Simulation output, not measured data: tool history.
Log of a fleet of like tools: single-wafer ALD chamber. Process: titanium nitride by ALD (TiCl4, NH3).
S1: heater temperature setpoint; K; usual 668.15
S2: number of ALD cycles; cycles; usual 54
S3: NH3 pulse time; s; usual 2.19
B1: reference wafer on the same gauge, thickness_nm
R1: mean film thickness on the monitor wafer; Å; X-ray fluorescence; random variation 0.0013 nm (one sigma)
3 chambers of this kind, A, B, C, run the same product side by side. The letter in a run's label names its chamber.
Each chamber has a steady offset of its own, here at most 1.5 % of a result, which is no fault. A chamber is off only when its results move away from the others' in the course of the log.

run	hour	S1	S2	S3	B1	R1
1B	4.9	668.15	54	2.19	0.99026	11.741
2A	8.7	668.15	54	2.19	0.99051	12.029
3C	16.3	668.15	54	2.19	0.99067	11.773
4C	20.3	668.15	54	2.19	0.99050	11.788
5A	27.0	668.15	54	2.19	0.99034	12.018
6B	32.1	668.15	54	2.19	0.99064	11.777
7B	37.9	668.15	54	2.19	0.99092	11.767
8A	44.6	668.15	54	2.19	0.99110	12.062
9C	48.8	668.15	54	2.19	0.99116	11.785
10A	56.2	668.15	54	2.19	0.99137	12.036
11C	61.6	668.15	54	2.19	0.99131	11.790
12B	67.6	668.15	54	2.19	0.99160	11.778
13C	75.2	668.15	54	2.19	0.99178	11.783
14A	81.8	668.15	54	2.19	0.99222	12.030
15B	85.5	668.15	54	2.19	0.99170	11.777
16C	92.2	679.15	54	2.19	0.99177	11.855
17A	98.8	679.15	54	2.19	0.99234	12.129
18B	105.1	679.15	54	2.19	0.99263	11.857
19A	110.1	668.15	54	2.19	0.99233	12.066
20C	117.1	668.15	54	2.19	0.99272	11.820
21B	121.1	668.15	54	2.19	0.99252	11.811
22A	126.6	668.15	54	2.19	0.99302	12.060
23B	131.5	668.15	54	2.19	0.99259	11.809
24C	138.6	663.15	54	2.57	0.99334	11.844
25B	143.5	663.15	54	2.57	0.99334	11.842
26C	151.6	663.15	54	2.57	0.99318	11.854
27A	158.6	668.15	54	2.19	0.99370	12.102
28C	163.3	668.15	54	2.19	0.99395	11.812
29A	171.1	668.15	54	2.19	0.99379	12.037
30B	178.5	668.15	54	2.19	0.99420	11.820
31C	182.7	653.15	61	2.19	0.99434	13.152
32A	189.8	653.15	61	2.19	0.99442	13.467
33B	193.7	653.15	61	2.19	0.99447	13.161

Is one chamber off against the others, does the gauge drift, or is nothing wrong? If a chamber is off, say which, and what the likeliest cause is.

The gauge drifts, so all chambers seem to drift together. No chamber is off.
Cause: gauge reads high (%) = 0.463.
